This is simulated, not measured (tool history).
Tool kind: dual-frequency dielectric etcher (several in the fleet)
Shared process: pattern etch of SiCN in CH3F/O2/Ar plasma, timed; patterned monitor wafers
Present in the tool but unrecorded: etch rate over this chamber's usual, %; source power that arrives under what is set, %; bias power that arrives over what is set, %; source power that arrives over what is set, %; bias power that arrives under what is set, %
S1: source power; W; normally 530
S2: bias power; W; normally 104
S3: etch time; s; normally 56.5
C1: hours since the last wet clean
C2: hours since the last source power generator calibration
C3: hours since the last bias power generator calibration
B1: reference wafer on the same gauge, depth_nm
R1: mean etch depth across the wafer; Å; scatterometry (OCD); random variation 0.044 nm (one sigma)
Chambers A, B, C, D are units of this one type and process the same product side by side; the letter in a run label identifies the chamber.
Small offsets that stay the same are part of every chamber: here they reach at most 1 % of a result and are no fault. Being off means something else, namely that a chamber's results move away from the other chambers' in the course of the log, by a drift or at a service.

{"run": "1A", "hour": 15.4, "S1": 530, "S2": 104, "S3": 56.5, "C1": 203.8, "C2": 3353.0, "C3": 1726.2, "B1": 27.186, "R1": 267.49}
{"run": "2D", "hour": 27.5, "S1": 530, "S2": 104, "S3": 56.5, "C1": 97.8, "C2": 1024.0, "C3": 2820.8, "B1": 27.183, "R1": 270.91}
{"run": "3B", "hour": 39.4, "S1": 530, "S2": 104, "S3": 56.5, "C1": 396.9, "C2": 2762.8, "C3": 736.6, "B1": 27.183, "R1": 268.97}
{"run": "4C", "hour": 50.7, "S1": 530, "S2": 104, "S3": 56.5, "C1": 242.2, "C2": 988.9, "C3": 3253.8, "B1": 27.173, "R1": 270.67}
{"hour": 58.5, "done": "chamber B: wet clean of the chamber"}
{"run": "5D", "hour": 60.2, "S1": 530, "S2": 104, "S3": 56.5, "C1": 130.5, "C2": 1056.7, "C3": 2853.5, "B1": 27.169, "R1": 271.3}
{"run": "6B", "hour": 68.0, "S1": 530, "S2": 104, "S3": 56.5, "C1": 9.5, "C2": 2791.4, "C3": 765.2, "B1": 27.15, "R1": 268.87}
{"run": "7C", "hour": 75.3, "S1": 660, "S2": 104, "S3": 42.5, "C1": 266.8, "C2": 1013.5, "C3": 3278.4, "B1": 27.162, "R1": 220.77}
{"run": "8A", "hour": 90.3, "S1": 660, "S2": 104, "S3": 42.5, "C1": 278.7, "C2": 3427.9, "C3": 1801.1, "B1": 27.149, "R1": 217.6}
{"run": "9A", "hour": 99.8, "S1": 660, "S2": 104, "S3": 42.5, "C1": 288.2, "C2": 3437.4, "C3": 1810.6, "B1": 27.154, "R1": 217.83}
{"run": "10D", "hour": 111.9, "S1": 660, "S2": 104, "S3": 42.5, "C1": 182.2, "C2": 1108.4, "C3": 2905.2, "B1": 27.143, "R1": 221.12}
{"run": "11B", "hour": 126.5, "S1": 530, "S2": 104, "S3": 56.5, "C1": 68.0, "C2": 2849.9, "C3": 823.7, "B1": 27.129, "R1": 268.73}
{"run": "12C", "hour": 134.4, "S1": 530, "S2": 120, "S3": 70.5, "C1": 325.9, "C2": 1072.6, "C3": 3337.5, "B1": 27.139, "R1": 356.27}
{"run": "13D", "hour": 148.7, "S1": 530, "S2": 120, "S3": 70.5, "C1": 219.0, "C2": 1145.2, "C3": 2942.0, "B1": 27.137, "R1": 357.49}
{"run": "14A", "hour": 162.1, "S1": 530, "S2": 120, "S3": 70.5, "C1": 350.5, "C2": 3499.7, "C3": 1872.9, "B1": 27.128, "R1": 349.9}
{"run": "15C", "hour": 170.9, "S1": 530, "S2": 120, "S3": 70.5, "C1": 362.4, "C2": 1109.1, "C3": 3374.0, "B1": 27.133, "R1": 356.06}
{"run": "16B", "hour": 182.4, "S1": 530, "S2": 104, "S3": 56.5, "C1": 123.9, "C2": 2905.8, "C3": 879.6, "B1": 27.112, "R1": 268.14}
{"run": "17D", "hour": 192.8, "S1": 530, "S2": 104, "S3": 56.5, "C1": 263.1, "C2": 1189.3, "C3": 2986.1, "B1": 27.109, "R1": 269.95}
{"run": "18C", "hour": 205.7, "S1": 530, "S2": 104, "S3": 56.5, "C1": 397.2, "C2": 1143.9, "C3": 3408.8, "B1": 27.108, "R1": 270.31}
{"run": "19B", "hour": 213.7, "S1": 530, "S2": 104, "S3": 56.5, "C1": 155.2, "C2": 2937.1, "C3": 910.9, "B1": 27.098, "R1": 268.6}
{"run": "20A", "hour": 226.0, "S1": 530, "S2": 104, "S3": 56.5, "C1": 414.4, "C2": 3563.6, "C3": 1936.8, "B1": 27.09, "R1": 266.29}
{"run": "21A", "hour": 237.6, "S1": 530, "S2": 104, "S3": 56.5, "C1": 426.0, "C2": 3575.2, "C3": 1948.4, "B1": 27.079, "R1": 265.55}
{"run": "22C", "hour": 252.5, "S1": 530, "S2": 104, "S3": 56.5, "C1": 444.0, "C2": 1190.7, "C3": 3455.6, "B1": 27.075, "R1": 269.72}
{"run": "23B", "hour": 261.5, "S1": 530, "S2": 104, "S3": 56.5, "C1": 203.0, "C2": 2984.9, "C3": 958.7, "B1": 27.084, "R1": 267.41}
{"run": "24D", "hour": 270.7, "S1": 530, "S2": 104, "S3": 56.5, "C1": 341.0, "C2": 1267.2, "C3": 3064.0, "B1": 27.073, "R1": 270.63}
{"run": "25D", "hour": 278.0, "S1": 530, "S2": 104, "S3": 56.5, "C1": 348.3, "C2": 1274.5, "C3": 3071.3, "B1": 27.066, "R1": 269.06}
{"hour": 291.6, "done": "chamber D: bias power generator calibrated"}
{"run": "26B", "hour": 292.1, "S1": 530, "S2": 104, "S3": 56.5, "C1": 233.6, "C2": 3015.5, "C3": 989.3, "B1": 27.063, "R1": 267.16}
{"run": "27C", "hour": 300.3, "S1": 530, "S2": 104, "S3": 56.5, "C1": 491.8, "C2": 1238.5, "C3": 3503.4, "B1": 27.053, "R1": 270.21}
{"run": "28A", "hour": 312.4, "S1": 530, "S2": 104, "S3": 56.5, "C1": 500.8, "C2": 3650.0, "C3": 2023.2, "B1": 27.05, "R1": 265.84}
{"run": "29D", "hour": 323.3, "S1": 530, "S2": 104, "S3": 56.5, "C1": 393.6, "C2": 1319.8, "C3": 31.8, "B1": 27.046, "R1": 268.83}
{"run": "30B", "hour": 331.3, "S1": 530, "S2": 104, "S3": 56.5, "C1": 272.8, "C2": 3054.7, "C3": 1028.5, "B1": 27.025, "R1": 267.35}
{"run": "31C", "hour": 347.2, "S1": 530, "S2": 104, "S3": 56.5, "C1": 538.7, "C2": 1285.4, "C3": 3550.3, "B1": 27.035, "R1": 268.97}
{"run": "32A", "hour": 358.9, "S1": 530, "S2": 104, "S3": 56.5, "C1": 547.3, "C2": 3696.5, "C3": 2069.7, "B1": 27.027, "R1": 265.44}
{"run": "33B", "hour": 367.4, "S1": 530, "S2": 104, "S3": 56.5, "C1": 308.9, "C2": 3090.8, "C3": 1064.6, "B1": 27.028, "R1": 267.67}

Is one chamber off against the others, does the gauge drift, or is nothing wrong? If a chamber is off, say which, and what the likeliest cause is.

None of the chambers is off. What moves is the gauge, dragging all their readings along together.
Most likely cause: gauge reads low (%) = 0.672.
